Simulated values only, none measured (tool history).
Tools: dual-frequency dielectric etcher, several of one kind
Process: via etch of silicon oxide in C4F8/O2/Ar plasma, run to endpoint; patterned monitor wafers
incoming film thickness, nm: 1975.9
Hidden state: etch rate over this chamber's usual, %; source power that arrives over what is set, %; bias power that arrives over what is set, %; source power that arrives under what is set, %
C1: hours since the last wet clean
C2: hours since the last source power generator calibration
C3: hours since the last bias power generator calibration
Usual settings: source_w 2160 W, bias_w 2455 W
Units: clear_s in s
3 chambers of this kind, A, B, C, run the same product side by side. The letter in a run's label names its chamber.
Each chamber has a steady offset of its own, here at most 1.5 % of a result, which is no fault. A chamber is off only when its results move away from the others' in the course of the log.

Run 1B, hour 4.5: usual settings; C1 456.6; C2 599.5; C3 1412.1. Result: clear_s 356.68 s.
Run 2A, hour 8.7: usual settings; C1 413.8; C2 3627.3; C3 2228.2. Result: clear_s 353.16 s.
Run 3C, hour 12.9: usual settings; C1 233.9; C2 233.6; C3 729.9. Result: clear_s 351.69 s.
Run 4C, hour 18.4: usual settings; C1 239.4; C2 239.1; C3 735.4. Result: clear_s 351.89 s.
Run 5B, hour 23.0: usual settings; C1 475.1; C2 618.0; C3 1430.6. Result: clear_s 355.12 s.
Run 6A, hour 26.7: usual settings; C1 431.8; C2 3645.3; C3 2246.2. Result: clear_s 352.30 s.
Run 7B, hour 33.4: usual settings; C1 485.5; C2 628.4; C3 1441.0. Result: clear_s 355.01 s.
Run 8C, hour 39.7: usual settings but bias_w 2840 W; C1 260.7; C2 260.4; C3 756.7. Result: clear_s 337.51 s.
Run 9A, hour 44.2: usual settings but bias_w 2840 W; C1 449.3; C2 3662.8; C3 2263.7. Result: clear_s 339.18 s.
Run 10C, hour 50.7: usual settings but bias_w 2840 W; C1 271.7; C2 271.4; C3 767.7. Result: clear_s 334.44 s.
Run 11A, hour 56.8: usual settings; C1 461.9; C2 3675.4; C3 2276.3. Result: clear_s 354.02 s.
Run 12B, hour 63.0: usual settings; C1 515.1; C2 658.0; C3 1470.6. Result: clear_s 355.87 s.
Run 13A, hour 67.8: usual settings but bias_w 2812 W; C1 472.9; C2 3686.4; C3 2287.3. Result: clear_s 340.39 s.
Run 14B, hour 73.7: usual settings but bias_w 2812 W; C1 525.8; C2 668.7; C3 1481.3. Result: clear_s 341.62 s.
Run 15C, hour 77.6: usual settings but bias_w 2812 W; C1 298.6; C2 298.3; C3 794.6. Result: clear_s 333.19 s.
At hour 80.7: chamber B: wet clean of the chamber.
Run 16B, hour 81.4: usual settings; C1 0.7; C2 676.4; C3 1489.0. Result: clear_s 354.08 s.
Run 17C, hour 84.9: usual settings; C1 305.9; C2 305.6; C3 801.9. Result: clear_s 343.55 s.
Run 18A, hour 90.7: usual settings; C1 495.8; C2 3709.3; C3 2310.2. Result: clear_s 349.72 s.
Run 19C, hour 97.4: usual settings but source_w 2430 W; C1 318.4; C2 318.1; C3 814.4. Result: clear_s 327.67 s.
Run 20A, hour 103.3: usual settings but source_w 2430 W; C1 508.4; C2 3721.9; C3 2322.8. Result: clear_s 338.52 s.
Run 21B, hour 107.5: usual settings but source_w 2430 W; C1 26.8; C2 702.5; C3 1515.1. Result: clear_s 340.14 s.
Run 22C, hour 112.1: usual settings; C1 333.1; C2 332.8; C3 829.1. Result: clear_s 339.98 s.

Next, every chamber runs the same settings. What will each give?
Run 23A, hour 116.9: usual settings but bias_w 2007 W. Result: clear_s ?.
Run 23B, hour 116.9: usual settings but bias_w 2007 W. Result: clear_s ?.
Run 23C, hour 116.9: usual settings but bias_w 2007 W. Result: clear_s ?.

run  clear_s
23A   372.40
23B   378.43
23C   357.53
